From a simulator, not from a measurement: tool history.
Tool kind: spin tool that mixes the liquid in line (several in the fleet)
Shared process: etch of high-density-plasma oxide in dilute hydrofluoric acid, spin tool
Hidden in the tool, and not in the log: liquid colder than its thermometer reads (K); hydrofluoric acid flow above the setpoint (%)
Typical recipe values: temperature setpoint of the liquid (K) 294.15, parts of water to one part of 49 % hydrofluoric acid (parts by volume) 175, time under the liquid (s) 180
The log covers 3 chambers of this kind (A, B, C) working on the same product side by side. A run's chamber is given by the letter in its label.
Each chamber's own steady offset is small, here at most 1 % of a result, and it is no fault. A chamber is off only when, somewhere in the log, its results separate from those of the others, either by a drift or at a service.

run,hour,temperature setpoint of the liquid (K),parts of water to one part of 49 % hydrofluoric acid (parts by volume),time under the liquid (s),hours since the thermometer was replaced,hours since the hydrofluoric acid flow meter was replaced,"read-back film thickness of the high-density-plasma oxide reference wafer, read on the same gauge (nm)",thickness taken off the high-density-plasma oxide on a monitor wafer (angstrom)
1B,2.6,294.15,175,180,894.2,1564.7,119.98,50.805
2C,7.0,294.15,175,180,700.6,2068.1,120.01,51.744
3A,11.2,294.15,175,180,3101.6,1045.4,120.02,50.648
4C,15.0,294.15,175,180,708.6,2076.1,120.02,51.305
5B,18.1,294.15,175,180,909.7,1580.2,120.02,52.157
6A,22.1,298.65,175,180,3112.5,1056.3,120.00,61.640
# hour 24.9: chamber B: thermometer replaced
7A,26.1,298.65,175,180,3116.5,1060.3,120.01,61.637
8C,28.2,298.65,175,180,721.8,2089.3,120.03,61.472
9B,32.7,294.15,175,180,7.9,1594.8,119.98,51.443
10A,34.7,294.15,175,180,3125.1,1068.9,120.03,51.958
11B,37.7,294.15,175,180,12.9,1599.8,120.02,51.065
12C,40.7,294.15,175,180,734.3,2101.8,119.97,51.652
13B,45.2,294.15,175,255,20.4,1607.3,120.00,73.367
14C,48.7,294.15,175,255,742.3,2109.8,119.96,73.341
15A,52.3,294.15,175,255,3142.7,1086.5,120.05,74.712
16B,56.4,294.15,175,180,31.6,1618.5,119.97,51.977
17A,60.6,294.15,175,180,3151.0,1094.8,119.99,52.749
18C,63.1,294.15,175,180,756.7,2124.2,120.00,52.100
19A,66.1,294.15,175,180,3156.5,1100.3,120.02,53.049
20C,69.5,294.15,175,180,763.1,2130.6,120.04,50.945
21B,71.8,294.15,175,180,47.0,1633.9,120.00,51.479
22C,74.3,294.15,175,180,767.9,2135.4,120.01,51.979
23A,76.9,294.15,175,180,3167.3,1111.1,120.03,53.997
24B,79.4,294.15,175,180,54.6,1641.5,120.03,51.881
25B,82.9,294.15,175,180,58.1,1645.0,119.99,52.349

Each of the 3 chambers runs these same settings next. Fill in every chamber's results:
26A,86.2,294.15,175,180,,,,?
26B,86.2,294.15,175,180,,,,?
26C,86.2,294.15,175,180,,,,?

run,thickness taken off the high-density-plasma oxide on a monitor wafer (angstrom)
26A,54.025
26B,51.859
26C,51.430

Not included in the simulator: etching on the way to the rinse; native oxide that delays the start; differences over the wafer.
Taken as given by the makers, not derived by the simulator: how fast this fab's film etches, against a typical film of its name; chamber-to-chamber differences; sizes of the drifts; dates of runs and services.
